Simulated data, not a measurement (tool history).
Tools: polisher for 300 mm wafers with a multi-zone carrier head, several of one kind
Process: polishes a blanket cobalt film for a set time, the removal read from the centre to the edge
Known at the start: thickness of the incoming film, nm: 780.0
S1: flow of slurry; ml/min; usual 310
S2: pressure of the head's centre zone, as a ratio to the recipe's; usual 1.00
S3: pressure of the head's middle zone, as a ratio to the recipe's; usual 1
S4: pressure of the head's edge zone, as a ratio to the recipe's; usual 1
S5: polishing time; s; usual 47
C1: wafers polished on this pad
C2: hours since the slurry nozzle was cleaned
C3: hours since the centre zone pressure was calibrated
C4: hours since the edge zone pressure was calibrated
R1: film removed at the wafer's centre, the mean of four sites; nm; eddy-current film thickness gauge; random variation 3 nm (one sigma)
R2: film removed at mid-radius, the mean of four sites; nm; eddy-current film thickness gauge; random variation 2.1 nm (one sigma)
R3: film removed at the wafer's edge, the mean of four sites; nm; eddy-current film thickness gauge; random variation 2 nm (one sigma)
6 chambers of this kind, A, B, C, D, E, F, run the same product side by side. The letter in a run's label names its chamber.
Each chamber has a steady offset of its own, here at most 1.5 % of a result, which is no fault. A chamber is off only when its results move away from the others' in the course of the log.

{"hour": 2.7, "done": "chamber B: worn pad replaced by a new one"}
{"run": "1B", "hour": 3.3, "S1": 310, "S2": 1.0, "S3": 1, "S4": 1, "S5": 47, "C1": 10, "C2": 260.1, "C3": 531.5, "C4": 236.6, "R1": 275.19, "R2": 275.7, "R3": 272.15}
{"run": "2F", "hour": 6.2, "S1": 310, "S2": 1.0, "S3": 1, "S4": 1, "S5": 47, "C1": 290, "C2": 917.4, "C3": 478.5, "C4": 327.6, "R1": 274.7, "R2": 275.25, "R3": 272.18}
{"hour": 10.1, "done": "chamber A: worn pad replaced by a new one"}
{"run": "3A", "hour": 10.8, "S1": 310, "S2": 1.0, "S3": 1, "S4": 1, "S5": 47, "C1": 11, "C2": 378.6, "C3": 519.3, "C4": 903.1, "R1": 277.02, "R2": 276.77, "R3": 271.03}
{"hour": 12.0, "done": "chamber F: slurry nozzle cleaned"}
{"run": "4C", "hour": 14.9, "S1": 310, "S2": 1.0, "S3": 1, "S4": 1, "S5": 47, "C1": 1328, "C2": 226.5, "C3": 598.1, "C4": 67.3, "R1": 270.7, "R2": 277.09, "R3": 270.03}
{"run": "5E", "hour": 18.2, "S1": 310, "S2": 1.0, "S3": 1, "S4": 1, "S5": 47, "C1": 1111, "C2": 74.8, "C3": 562.4, "C4": 394.5, "R1": 279.06, "R2": 273.5, "R3": 277.52}
{"run": "6D", "hour": 20.7, "S1": 310, "S2": 1.0, "S3": 1, "S4": 1, "S5": 56, "C1": 604, "C2": 69.8, "C3": 712.1, "C4": 707.0, "R1": 322.67, "R2": 326.44, "R3": 324.65}
{"run": "7A", "hour": 23.9, "S1": 310, "S2": 1.0, "S3": 1, "S4": 1, "S5": 56, "C1": 219, "C2": 391.7, "C3": 532.4, "C4": 916.2, "R1": 322.84, "R2": 321.82, "R3": 321.13}
{"hour": 27.8, "done": "chamber B: centre zone pressure recalibrated"}
{"run": "8B", "hour": 27.9, "S1": 310, "S2": 1.0, "S3": 1, "S4": 1, "S5": 56, "C1": 399, "C2": 284.7, "C3": 0.2, "C4": 261.2, "R1": 321.48, "R2": 325.28, "R3": 327.81}
{"hour": 28.1, "done": "chamber E: worn pad replaced by a new one"}
{"hour": 29.9, "done": "chamber C: worn pad replaced by a new one"}
{"run": "9F", "hour": 30.0, "S1": 310, "S2": 1.0, "S3": 1, "S4": 1, "S5": 56, "C1": 667, "C2": 18.1, "C3": 502.3, "C4": 351.4, "R1": 330.46, "R2": 327.03, "R3": 327.86}
{"run": "10C", "hour": 33.5, "S1": 310, "S2": 1.0, "S3": 1, "S4": 1, "S5": 56, "C1": 57, "C2": 245.1, "C3": 616.7, "C4": 85.9, "R1": 321.24, "R2": 329.09, "R3": 328.12}
{"hour": 36.7, "done": "chamber F: worn pad replaced by a new one"}
{"run": "11D", "hour": 37.7, "S1": 310, "S2": 1.0, "S3": 1, "S4": 1, "S5": 56, "C1": 873, "C2": 86.8, "C3": 729.1, "C4": 724.0, "R1": 321.89, "R2": 326.47, "R3": 327.46}
{"hour": 38.0, "done": "chamber A: slurry nozzle cleaned"}
{"hour": 38.3, "done": "chamber C: centre zone pressure recalibrated"}
{"run": "12E", "hour": 39.9, "S1": 310, "S2": 1.0, "S3": 1, "S4": 1, "S5": 47, "C1": 188, "C2": 96.5, "C3": 584.1, "C4": 416.2, "R1": 279.77, "R2": 276.88, "R3": 276.36}
{"run": "13F", "hour": 43.6, "S1": 310, "S2": 1.0, "S3": 1, "S4": 1, "S5": 47, "C1": 109, "C2": 31.7, "C3": 515.9, "C4": 365.0, "R1": 277.36, "R2": 277.7, "R3": 274.2}
{"hour": 43.7, "done": "chamber D: worn pad replaced by a new one"}
{"run": "14E", "hour": 46.0, "S1": 310, "S2": 1.0, "S3": 1, "S4": 1, "S5": 47, "C1": 284, "C2": 102.6, "C3": 590.2, "C4": 422.3, "R1": 288.49, "R2": 276.68, "R3": 279.63}
{"run": "15A", "hour": 50.7, "S1": 310, "S2": 1.0, "S3": 1, "S4": 1, "S5": 47, "C1": 643, "C2": 12.8, "C3": 559.2, "C4": 943.0, "R1": 277.96, "R2": 272.63, "R3": 271.02}
{"hour": 52.5, "done": "chamber A: worn pad replaced by a new one"}
{"run": "16C", "hour": 54.2, "S1": 310, "S2": 1.0, "S3": 1, "S4": 1, "S5": 47, "C1": 385, "C2": 265.8, "C3": 15.9, "C4": 106.6, "R1": 275.9, "R2": 279.16, "R3": 272.0}
{"run": "17D", "hour": 56.5, "S1": 310, "S2": 1.0, "S3": 1, "S4": 1, "S5": 47, "C1": 202, "C2": 105.6, "C3": 747.9, "C4": 742.8, "R1": 272.58, "R2": 273.81, "R3": 269.6}
{"hour": 60.3, "done": "chamber E: edge zone pressure recalibrated"}
{"run": "18B", "hour": 60.6, "S1": 310, "S2": 1.0, "S3": 1, "S4": 1, "S5": 47, "C1": 917, "C2": 317.4, "C3": 32.9, "C4": 293.9, "R1": 275.21, "R2": 273.0, "R3": 279.17}
{"run": "19F", "hour": 64.8, "S1": 310, "S2": 1.0, "S3": 1, "S4": 1, "S5": 47, "C1": 444, "C2": 52.9, "C3": 537.1, "C4": 386.2, "R1": 274.94, "R2": 270.94, "R3": 273.41}
{"run": "20C", "hour": 67.0, "S1": 310, "S2": 1.0, "S3": 1, "S4": 1, "S5": 47, "C1": 587, "C2": 278.6, "C3": 28.7, "C4": 119.4, "R1": 276.19, "R2": 277.95, "R3": 271.56}
{"run": "21B", "hour": 71.6, "S1": 310, "S2": 1.0, "S3": 1, "S4": 1, "S5": 47, "C1": 1091, "C2": 328.4, "C3": 43.9, "C4": 304.9, "R1": 280.32, "R2": 278.94, "R3": 275.64}
{"run": "22D", "hour": 75.3, "S1": 310, "S2": 1.0, "S3": 1, "S4": 1, "S5": 47, "C1": 500, "C2": 124.4, "C3": 766.7, "C4": 761.6, "R1": 277.79, "R2": 278.18, "R3": 273.71}
{"run": "23A", "hour": 77.7, "S1": 310, "S2": 1.0, "S3": 1, "S4": 1, "S5": 47, "C1": 400, "C2": 39.8, "C3": 586.2, "C4": 970.0, "R1": 272.79, "R2": 271.28, "R3": 274.33}
{"hour": 79.9, "done": "chamber F: worn pad replaced by a new one"}
{"run": "24E", "hour": 80.6, "S1": 310, "S2": 1.0, "S3": 1, "S4": 1, "S5": 47, "C1": 832, "C2": 137.2, "C3": 624.8, "C4": 20.3, "R1": 291.65, "R2": 276.56, "R3": 275.59}
{"hour": 84.0, "done": "chamber B: worn pad replaced by a new one"}
{"run": "25B", "hour": 84.9, "S1": 310, "S2": 1.0, "S3": 1, "S4": 1, "S5": 47, "C1": 14, "C2": 341.7, "C3": 57.2, "C4": 318.2, "R1": 271.62, "R2": 277.69, "R3": 278.92}
{"hour": 85.8, "done": "chamber C: slurry nozzle cleaned"}
{"run": "26E", "hour": 89.0, "S1": 310, "S2": 1.0, "S3": 1, "S4": 1, "S5": 47, "C1": 965, "C2": 145.6, "C3": 633.2, "C4": 28.7, "R1": 295.35, "R2": 279.58, "R3": 272.18}
{"hour": 90.7, "done": "chamber A: worn pad replaced by a new one"}
{"run": "27A", "hour": 91.5, "S1": 310, "S2": 1.0, "S3": 1, "S4": 1, "S5": 47, "C1": 13, "C2": 53.6, "C3": 600.0, "C4": 983.8, "R1": 277.52, "R2": 273.26, "R3": 271.36}
{"run": "28F", "hour": 93.6, "S1": 310, "S2": 0.9, "S3": 1, "S4": 1, "S5": 37, "C1": 216, "C2": 81.7, "C3": 565.9, "C4": 415.0, "R1": 193.72, "R2": 214.28, "R3": 216.5}
{"run": "29D", "hour": 96.4, "S1": 310, "S2": 0.9, "S3": 1, "S4": 1, "S5": 37, "C1": 834, "C2": 145.5, "C3": 787.8, "C4": 782.7, "R1": 191.68, "R2": 217.32, "R3": 214.62}
{"hour": 97.6, "done": "chamber E: worn pad replaced by a new one"}
{"run": "30C", "hour": 99.5, "S1": 310, "S2": 0.9, "S3": 1, "S4": 1, "S5": 37, "C1": 1102, "C2": 13.7, "C3": 61.2, "C4": 151.9, "R1": 190.77, "R2": 218.55, "R3": 216.32}
{"run": "31D", "hour": 103.2, "S1": 310, "S2": 0.9, "S3": 1, "S4": 1, "S5": 37, "C1": 942, "C2": 152.3, "C3": 794.6, "C4": 789.5, "R1": 193.41, "R2": 212.93, "R3": 215.03}
{"run": "32A", "hour": 107.4, "S1": 310, "S2": 0.9, "S3": 1, "S4": 1, "S5": 37, "C1": 265, "C2": 69.5, "C3": 615.9, "C4": 999.7, "R1": 190.33, "R2": 214.96, "R3": 213.82}
{"run": "33F", "hour": 109.4, "S1": 310, "S2": 0.9, "S3": 1, "S4": 1, "S5": 37, "C1": 467, "C2": 97.5, "C3": 581.7, "C4": 430.8, "R1": 190.38, "R2": 215.86, "R3": 218.88}
{"run": "34B", "hour": 111.5, "S1": 310, "S2": 1.0, "S3": 1, "S4": 1, "S5": 47, "C1": 435, "C2": 368.3, "C3": 83.8, "C4": 344.8, "R1": 272.29, "R2": 274.71, "R3": 272.85}
{"run": "35E", "hour": 113.9, "S1": 310, "S2": 1.0, "S3": 1, "S4": 1, "S5": 47, "C1": 258, "C2": 170.5, "C3": 658.1, "C4": 53.6, "R1": 292.1, "R2": 277.4, "R3": 274.98}
{"run": "36C", "hour": 117.6, "S1": 310, "S2": 1.0, "S3": 1, "S4": 1, "S5": 47, "C1": 1388, "C2": 31.8, "C3": 79.3, "C4": 170.0, "R1": 269.62, "R2": 280.66, "R3": 274.23}
{"run": "37E", "hour": 121.5, "S1": 310, "S2": 1.0, "S3": 1, "S4": 1, "S5": 47, "C1": 378, "C2": 178.1, "C3": 665.7, "C4": 61.2, "R1": 296.96, "R2": 273.61, "R3": 276.62}
{"run": "38B", "hour": 123.6, "S1": 310, "S2": 1.0, "S3": 1, "S4": 1, "S5": 47, "C1": 627, "C2": 380.4, "C3": 95.9, "C4": 356.9, "R1": 275.05, "R2": 271.58, "R3": 276.44}
{"hour": 125.1, "done": "chamber C: worn pad replaced by a new one"}
{"hour": 126.1, "done": "chamber F: worn pad replaced by a new one"}
{"run": "39C", "hour": 126.5, "S1": 310, "S2": 1.07, "S3": 1, "S4": 1, "S5": 47, "C1": 22, "C2": 40.7, "C3": 88.2, "C4": 178.9, "R1": 298.39, "R2": 279.48, "R3": 272.9}
{"run": "40F", "hour": 130.4, "S1": 310, "S2": 1.07, "S3": 1, "S4": 1, "S5": 47, "C1": 69, "C2": 118.5, "C3": 602.7, "C4": 451.8, "R1": 296.6, "R2": 276.7, "R3": 275.07}
{"hour": 133.1, "done": "chamber A: worn pad replaced by a new one"}
{"run": "41A", "hour": 134.3, "S1": 310, "S2": 1.07, "S3": 1, "S4": 1, "S5": 47, "C1": 19, "C2": 96.4, "C3": 642.8, "C4": 1026.6, "R1": 294.06, "R2": 273.42, "R3": 272.31}

Is one chamber off against the others, does the gauge drift, or is nothing wrong? If a chamber is off, say which, and what the likeliest cause is.

Chamber E drifts away from the others.
Cause: centre zone's pressure above its setpoint, % = 6.74.

Here are 4 candidates for chamber E's next run, each the usual settings with a change, their results left as question marks. Which one brings its results back in line with what the others give on the usual settings?
In line means no further than this from the other chambers' mean on the usual settings: R1 10.00 nm; R2 7.20 nm; R3 7.00 nm
{"run": "42E-1", "hour": 137.7, "S1": 310, "S2": 0.99, "S3": 1.0, "S4": 1.0, "S5": 47, "R1": "?", "R2": "?", "R3": "?"}
{"run": "42E-2", "hour": 137.7, "S1": 305, "S2": 0.94, "S3": 1.01, "S4": 1.02, "S5": 46, "R1": "?", "R2": "?", "R3": "?"}
{"run": "42E-3", "hour": 137.7, "S1": 315, "S2": 1.06, "S3": 0.99, "S4": 0.98, "S5": 48, "R1": "?", "R2": "?", "R3": "?"}
{"run": "42E-4", "hour": 137.7, "S1": 310, "S2": 1.01, "S3": 1.0, "S4": 1.0, "S5": 47, "R1": "?", "R2": "?", "R3": "?"}

The other chambers' mean on the usual settings: R1 274.70 nm; R2 274.60 nm; R3 274.21 nm
run=42E-1 R1=292.98 R2=276.40 R3=276.00
run=42E-2 R1=270.39 R2=272.67 R3=272.58
run=42E-3 R1=322.98 R2=279.98 R3=279.29
run=42E-4 R1=299.49 R2=276.36 R3=276.00
42E-2 brings the chamber back in line.

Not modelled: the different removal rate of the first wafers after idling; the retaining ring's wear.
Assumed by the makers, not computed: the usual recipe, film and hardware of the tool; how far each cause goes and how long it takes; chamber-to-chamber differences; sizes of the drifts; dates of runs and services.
